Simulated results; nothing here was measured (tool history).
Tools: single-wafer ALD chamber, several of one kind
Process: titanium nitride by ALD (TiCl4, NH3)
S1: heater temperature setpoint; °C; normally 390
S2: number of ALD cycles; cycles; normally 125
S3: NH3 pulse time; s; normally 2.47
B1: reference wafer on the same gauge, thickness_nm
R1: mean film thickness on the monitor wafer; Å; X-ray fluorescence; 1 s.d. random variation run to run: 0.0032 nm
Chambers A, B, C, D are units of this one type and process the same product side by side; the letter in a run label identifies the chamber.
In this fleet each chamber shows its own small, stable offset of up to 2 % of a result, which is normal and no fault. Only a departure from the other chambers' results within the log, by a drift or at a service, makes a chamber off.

| run | hour | S1 | S2 | S3 | B1 | R1 |
|---|---|---|---|---|---|---|
| 1D | 10.2 | 390 | 125 | 2.47 | 3.2389 | 27.572 |
| 2A | 15.5 | 390 | 125 | 2.47 | 3.2402 | 27.106 |
| 3C | 20.7 | 390 | 125 | 2.47 | 3.2381 | 27.232 |
| 4B | 27.5 | 390 | 125 | 2.47 | 3.2387 | 27.468 |
| 5B | 32.5 | 390 | 125 | 2.47 | 3.2374 | 27.390 |
| 6C | 40.9 | 390 | 125 | 2.47 | 3.2368 | 27.226 |
| 7D | 51.1 | 390 | 125 | 2.47 | 3.2375 | 27.517 |
| 8A | 55.7 | 377 | 125 | 3.29 | 3.2366 | 27.269 |
| 9A | 60.3 | 377 | 125 | 3.29 | 3.2356 | 27.259 |
| 10C | 70.9 | 377 | 125 | 3.29 | 3.2350 | 27.423 |
| 11B | 78.1 | 377 | 125 | 3.29 | 3.2351 | 27.523 |
| 12D | 86.2 | 390 | 125 | 1.59 | 3.2344 | 26.882 |
| 13C | 94.6 | 390 | 125 | 1.59 | 3.2336 | 26.676 |
| 14A | 100.7 | 390 | 125 | 1.59 | 3.2344 | 26.526 |
|  | 108.3 | chamber A: thermocouple changed; heater temperature recalibrated |
| 15D | 109.9 | 390 | 125 | 1.59 | 3.2339 | 26.888 |
| 16B | 119.2 | 390 | 125 | 2.47 | 3.2332 | 27.314 |
| 17D | 128.7 | 395 | 125 | 2.47 | 3.2325 | 27.563 |
| 18C | 133.4 | 395 | 125 | 2.47 | 3.2316 | 27.331 |
| 19A | 139.7 | 395 | 125 | 2.47 | 3.2332 | 27.172 |
| 20B | 148.0 | 395 | 125 | 2.47 | 3.2319 | 27.442 |
| 21D | 154.0 | 390 | 125 | 2.47 | 3.2306 | 27.408 |
|  | 156.6 | chamber D: thermocouple changed; heater temperature recalibrated |
| 22C | 158.7 | 390 | 125 | 2.47 | 3.2306 | 27.187 |
| 23B | 166.9 | 390 | 125 | 2.47 | 3.2290 | 27.358 |
| 24A | 176.6 | 390 | 125 | 2.47 | 3.2294 | 27.054 |
| 25A | 185.2 | 390 | 125 | 2.47 | 3.2285 | 27.117 |
| 26C | 193.1 | 377 | 125 | 2.47 | 3.2286 | 26.840 |
| 27B | 202.5 | 377 | 125 | 2.47 | 3.2274 | 27.063 |
| 28D | 210.4 | 377 | 125 | 2.47 | 3.2264 | 27.125 |
| 29C | 218.4 | 377 | 125 | 2.47 | 3.2270 | 26.839 |
| 30B | 224.7 | 390 | 125 | 2.47 | 3.2258 | 27.305 |
| 31A | 231.2 | 390 | 125 | 2.47 | 3.2258 | 27.024 |
| 32D | 239.6 | 390 | 125 | 2.47 | 3.2255 | 27.369 |
| 33C | 249.5 | 390 | 125 | 2.47 | 3.2255 | 27.111 |

All 4 chambers run these settings next. Forecast each chamber's results:
| 34A | 257.1 | 390 | 125 | 2.47 |  | ? |
| 34B | 257.1 | 390 | 125 | 2.47 |  | ? |
| 34C | 257.1 | 390 | 125 | 2.47 |  | ? |
| 34D | 257.1 | 390 | 125 | 2.47 |  | ? |

| run | R1 |
|---|---|
| 34A | 26.978 |
| 34B | 27.289 |
| 34C | 27.105 |
| 34D | 27.406 |
